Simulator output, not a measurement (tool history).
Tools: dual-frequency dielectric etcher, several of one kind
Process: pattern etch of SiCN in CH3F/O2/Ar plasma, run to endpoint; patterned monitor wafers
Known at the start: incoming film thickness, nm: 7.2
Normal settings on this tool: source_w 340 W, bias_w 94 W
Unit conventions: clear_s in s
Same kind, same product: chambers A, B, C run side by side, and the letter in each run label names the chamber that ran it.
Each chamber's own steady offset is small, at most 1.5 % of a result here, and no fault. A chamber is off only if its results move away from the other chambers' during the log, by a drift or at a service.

Run 1B, hour 2: usual settings. Result: clear_s 18.588 s.
Run 2C, hour 5.5: usual settings. Result: clear_s 18.26 s.
Run 3A, hour 9.6: usual settings. Result: clear_s 18.55 s.
Run 4C, hour 12.5: usual settings. Result: clear_s 18.314 s.
Run 5B, hour 16: usual settings. Result: clear_s 18.569 s.
Run 6A, hour 18.8: usual settings. Result: clear_s 18.589 s.
Run 7B, hour 21.2: usual settings. Result: clear_s 18.647 s.
Run 8A, hour 23.2: usual settings. Result: clear_s 18.361 s.
Run 9C, hour 25: usual settings. Result: clear_s 18.309 s.
Run 10B, hour 27.5: usual settings but bias_w 85 W. Result: clear_s 19.253 s.
Run 11A, hour 31.7: usual settings but bias_w 85 W. Result: clear_s 19.199 s.
Run 12C, hour 33.7: usual settings but bias_w 85 W. Result: clear_s 19.042 s.
Run 13C, hour 35.8: usual settings. Result: clear_s 18.444 s.
Run 14B, hour 37.7: usual settings. Result: clear_s 18.579 s.
Run 15A, hour 39.7: usual settings. Result: clear_s 18.487 s.
Run 16A, hour 43.2: usual settings. Result: clear_s 18.404 s.
Run 17C, hour 47.3: usual settings. Result: clear_s 18.197 s.
Run 18B, hour 51.5: usual settings. Result: clear_s 18.61 s.
Run 19A, hour 55.3: usual settings. Result: clear_s 18.617 s.
Run 20C, hour 58.4: usual settings. Result: clear_s 18.326 s.
Run 21B, hour 62: usual settings. Result: clear_s 18.395 s.
Run 22C, hour 63.9: usual settings. Result: clear_s 18.32 s.
Run 23A, hour 66.9: usual settings. Result: clear_s 18.572 s.

For the next run the whole fleet of 3 chambers uses the same settings. Give each chamber's results:
Run 24A, hour 69.9: usual settings. Result: clear_s ?.
Run 24B, hour 69.9: usual settings. Result: clear_s ?.
Run 24C, hour 69.9: usual settings. Result: clear_s ?.

run  clear_s
24A    18.26
24B   18.642
24C   18.233
